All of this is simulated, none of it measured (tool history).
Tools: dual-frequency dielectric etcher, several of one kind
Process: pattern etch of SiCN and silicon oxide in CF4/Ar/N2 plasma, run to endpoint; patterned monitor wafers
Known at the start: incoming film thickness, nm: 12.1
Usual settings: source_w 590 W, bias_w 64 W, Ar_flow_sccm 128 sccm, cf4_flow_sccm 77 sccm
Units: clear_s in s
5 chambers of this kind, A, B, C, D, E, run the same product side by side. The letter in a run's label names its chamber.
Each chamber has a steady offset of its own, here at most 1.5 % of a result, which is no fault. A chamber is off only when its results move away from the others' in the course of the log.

run	hour	source_w	bias_w	Ar_flow_sccm	cf4_flow_sccm	hours since the last wet clean	hours since the last source power generator calibration	hours since the last bias power generator calibration	hours since the last Ar flow controller change	hours since the last CF4 flow controller change	clear_s
1E	2.9	590	64	128	77	454.3	2077.6	380.6	255.8	4473.3	11.881
2A	7	590	64	128	77	377.7	3578.2	680.3	933	1877	11.674
3B	11.1	590	64	128	77	339.2	1315.6	2025.9	2765.4	2784.3	11.802
4D	14.9	590	64	128	77	351.1	1658.8	1253.6	444.9	867.7	11.719
5C	17.4	590	64	128	77	87.9	2427.7	147.5	2849.1	2209.8	11.875
6A	20.5	590	64	128	77	391.2	3591.7	693.8	946.5	1890.5	11.644
7B	23.5	590	64	128	77	351.6	1328	2038.3	2777.8	2796.7	11.835
8C	26.5	590	64	128	77	97	2436.8	156.6	2858.2	2218.9	11.832
9E	30.1	590	73	128	77	481.5	2104.8	407.8	283	4500.5	11.347
10D	34.1	590	73	128	77	370.3	1678	1272.8	464.1	886.9	11.176
11B	38.2	590	73	128	77	366.3	1342.7	2053	2792.5	2811.4	11.218
12E	41.1	590	73	128	77	492.5	2115.8	418.8	294	4511.5	11.288
13D	43.7	590	73	128	77	379.9	1687.6	1282.4	473.7	896.5	11.295
14C	46.6	590	64	128	77	117.1	2456.9	176.7	2878.3	2239	11.945
15A	48.9	590	64	103	77	419.6	3620.1	722.2	974.9	1918.9	11.287
16E	51.4	590	64	103	77	502.8	2126.1	429.1	304.3	4521.8	11.326
17D	54.7	590	64	103	77	390.9	1698.6	1293.4	484.7	907.5	11.317
18A	58.4	590	64	103	77	429.1	3629.6	731.7	984.4	1928.4	11.299
19C	62.2	590	64	103	77	132.7	2472.5	192.3	2893.9	2254.6	11.523
20B	64.8	590	64	128	77	392.9	1369.3	2079.6	2819.1	2838	11.842
# hour 66.6: chamber B: wet clean of the chamber
21C	68.6	590	64	128	77	139.1	2478.9	198.7	2900.3	2261	11.884
22E	71.5	590	64	128	77	522.9	2146.2	449.2	324.4	4541.9	11.772
23A	73.9	590	64	128	77	444.6	3645.1	747.2	999.9	1943.9	11.66
24D	77.7	590	64	128	77	413.9	1721.6	1316.4	507.7	930.5	11.817
25B	81	590	64	110	77	14.4	1385.5	2095.8	2835.3	2854.2	12.056
26C	83	590	64	110	77	153.5	2493.3	213.1	2914.7	2275.4	11.67
27A	85.9	590	64	110	77	456.6	3657.1	759.2	1011.9	1955.9	11.42
# hour 86.9: chamber A: CF4 flow controller replaced
28E	88.2	590	64	110	77	539.6	2162.9	465.9	341.1	4558.6	11.497
29D	91.9	590	64	110	77	428.1	1735.8	1330.6	521.9	944.7	11.561
30B	94.2	660	64	128	77	27.6	1398.7	2109	2848.5	2867.4	11.04
31A	96.2	660	64	128	77	466.9	3667.4	769.5	1022.2	9.3	10.554
32E	100.1	660	64	128	77	551.5	2174.8	477.8	353	4570.5	10.611
33C	103.4	660	64	128	77	173.9	2513.7	233.5	2935.1	2295.8	10.782
34D	106.2	660	64	128	77	442.4	1750.1	1344.9	536.2	959	10.724
35B	109.4	590	64	128	77	42.8	1413.9	2124.2	2863.7	2882.6	12.281
36D	112.5	640	76	128	77	448.7	1756.4	1351.2	542.5	965.3	10.396

What goes on in this fleet: one chamber off, a drifting gauge, or nothing beyond the chambers' own small offsets? Name the chamber and the cause, if any.

A service left chamber B off against the others.
Cause: etch rate under this chamber's usual, % = 4.14.

Here are 4 candidates for chamber B's next run, each the usual settings with a change, their results left as question marks. Which one brings its results back in line with what the others give on the usual settings?
In line means no further than this from the other chambers' mean on the usual settings: clear_s 0.18 s
37B-1	115.5	590	64	128	84						?
37B-2	115.5	560	64	129	77						?
37B-3	115.5	590	62	130	76						?
37B-4	115.5	620	64	127	78						?

The other chambers' mean on the usual settings: clear_s 11.785 s
run	clear_s
37B-1	12.094
37B-2	12.867
37B-3	12.462
37B-4	11.703
37B-4 brings the chamber back in line.
